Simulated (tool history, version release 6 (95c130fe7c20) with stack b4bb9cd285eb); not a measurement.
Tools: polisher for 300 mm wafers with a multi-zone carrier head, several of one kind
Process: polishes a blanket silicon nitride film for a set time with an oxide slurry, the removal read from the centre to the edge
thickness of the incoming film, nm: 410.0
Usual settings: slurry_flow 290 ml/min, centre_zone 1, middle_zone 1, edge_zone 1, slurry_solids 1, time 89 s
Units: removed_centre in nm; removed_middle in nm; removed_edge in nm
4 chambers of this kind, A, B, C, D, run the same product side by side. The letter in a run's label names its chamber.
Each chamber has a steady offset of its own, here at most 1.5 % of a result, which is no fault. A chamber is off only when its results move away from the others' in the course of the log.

run	day	slurry_flow	centre_zone	middle_zone	edge_zone	slurry_solids	time	wafers polished on this pad	hours since the slurry nozzle was cleaned	hours since the centre zone pressure was calibrated	hours since the edge zone pressure was calibrated	removed_centre	removed_middle	removed_edge
1B	0.475	290	1	1	1	1	89	1004	245.4	318.9	518.8	45.543	45.769	45.354
# day 0.496: chamber A: worn pad replaced by a new one
2C	0.833	290	1	1	1	1	89	1045	115.2	279.8	317.5	46.151	44.913	45.258
# day 1.012: chamber D: centre zone pressure recalibrated
3D	1.488	290	1	1	1	1	89	349	110.3	11.4	197.3	46.089	45.778	45.442
4A	1.871	290	1	1	1	1	89	245	153	929	252.9	45.557	45.864	45.326
# day 2.296: chamber B: worn pad replaced by a new one
5D	2.533	290	1	1	1	1	89	536	135.4	36.5	222.4	46.45	45.004	45.835
# day 2.617: chamber C: worn pad replaced by a new one
6C	2.846	290	1	1	1	1	89	40	163.5	328.1	365.8	45.824	45.936	44.947
7B	3.292	350	1	1	1	1	89	177	313	386.5	586.4	47.166	46.53	45.892
8A	3.767	350	1	1	1	1	89	584	198.5	974.5	298.4	45.987	47.127	46.352
9D	4.396	350	1	1	1	1	89	868	180.1	81.2	267.1	46.806	46.541	46.065
10B	4.775	350	1	1	1	1	89	442	348.6	422.1	622	45.773	46.979	46.284
# day 5.188: chamber A: worn pad replaced by a new one
# day 5.25: chamber D: worn pad replaced by a new one
11C	5.254	290	1	1	1	1	89	470	221.3	385.9	423.6	45.562	45.233	44.966
# day 5.625: chamber A: slurry nozzle cleaned
12A	5.788	290	1.09	1	1	1	89	107	3.9	1023	346.9	50.399	45.591	46.139
13A	6.183	290	1.09	1	1	1	89	178	13.4	1032.5	356.4	50.205	45.536	46.041
14D	6.779	290	1.09	1	1	1	89	273	237.3	138.4	324.3	50.494	45.105	45.526
15C	7.338	290	1.09	1	1	1	89	842	271.3	435.9	473.6	50.534	45.784	44.338
# day 7.721: chamber C: centre zone pressure recalibrated
16B	7.892	290	1	1	1	1	89	998	423.4	496.9	696.8	45.503	45.621	45.118
# day 8.204: chamber B: worn pad replaced by a new one
17B	8.558	290	1	1	1	1	89	63	439.4	512.9	712.8	45.497	45.022	45.052
# day 8.708: chamber C: worn pad replaced by a new one
18D	9.096	290	1	1	1	1	89	686	292.9	194	379.9	45.516	46.917	45.354
19A	9.688	290	1	1	1	1	89	803	97.5	1116.6	440.5	45.127	45.655	45.657
# day 9.867: chamber A: worn pad replaced by a new one
20C	10.096	290	1	1	1	1	89	247	337.5	57.1	539.8	46.024	44.809	44.587
21C	10.429	290	1	1	1	1	89	307	345.5	65.1	547.8	46.336	45.865	44.031
22B	10.996	290	1	1	1	1	89	498	497.9	571.4	771.3	45.292	45.859	45.23
23A	11.371	290	1	1	1	1	89	269	137.9	1157	480.9	45.521	45.793	46.214
24D	11.867	290	1	1	1.11	1	89	1181	359.4	260.5	446.4	46.143	46.098	47.578
# day 12.371: chamber D: worn pad replaced by a new one
25C	12.375	290	1	1	1.11	1	89	654	392.2	111.8	594.5	46.294	45.823	46.917
# day 12.446: chamber B: centre zone pressure recalibrated
26A	12.796	290	1	1	1.11	1	89	523	172.1	1191.2	515.1	44.963	46.792	48.862
27D	13.225	290	1	1	1.11	1	89	152	392	293.1	479	45.7	46.147	48.378
28B	13.888	290	1	1	1	1	89	1014	567.3	34.6	840.7	45.098	45.48	45.183
# day 14.046: chamber A: edge zone pressure recalibrated
# day 14.125: chamber B: worn pad replaced by a new one
# day 14.192: chamber A: worn pad replaced by a new one
29D	14.254	290	1	1	1	0.8	89	336	416.7	317.8	503.7	40.303	40.678	40.792
30B	14.688	290	1	1	1	0.8	89	100	586.5	53.8	859.9	41.081	41.214	41.321
31C	15.075	290	1	1	1	0.8	89	1135	457	176.6	659.3	40.841	40.243	40.195
32A	15.471	290	1	1	1	0.8	89	228	236.3	1255.4	34.2	40.814	41.623	41.217
# day 15.604: chamber A: slurry nozzle cleaned
33B	15.85	290	1	1	1	1	89	308	614.4	81.7	887.8	46.081	46.434	45.419
# day 15.954: chamber C: worn pad replaced by a new one
34A	16.192	290	1	1	1	1	89	356	14.2	1272.7	51.5	44.946	46.558	45.756
35C	16.604	290	1	1	1	1	89	116	493.7	213.3	696	46.303	44.633	44.659
36D	16.975	290	1	1	1	1	89	821	482	383.1	569	46.432	46.068	45.325
37D	17.388	290	1	1	1	1	89	895	491.9	393	578.9	46.065	45.949	44.45
38A	17.862	290	1	1	1	1	89	654	54.3	1312.8	91.6	45.982	45.662	45.361
39C	18.471	290	1	1	1	1	89	449	538.5	258.1	740.8	45.316	44.472	44.133

Is one chamber off against the others, does the gauge drift, or is nothing wrong? If a chamber is off, say which, and what the likeliest cause is.

No chamber stands off beyond its own small offset, and the gauge holds steady.
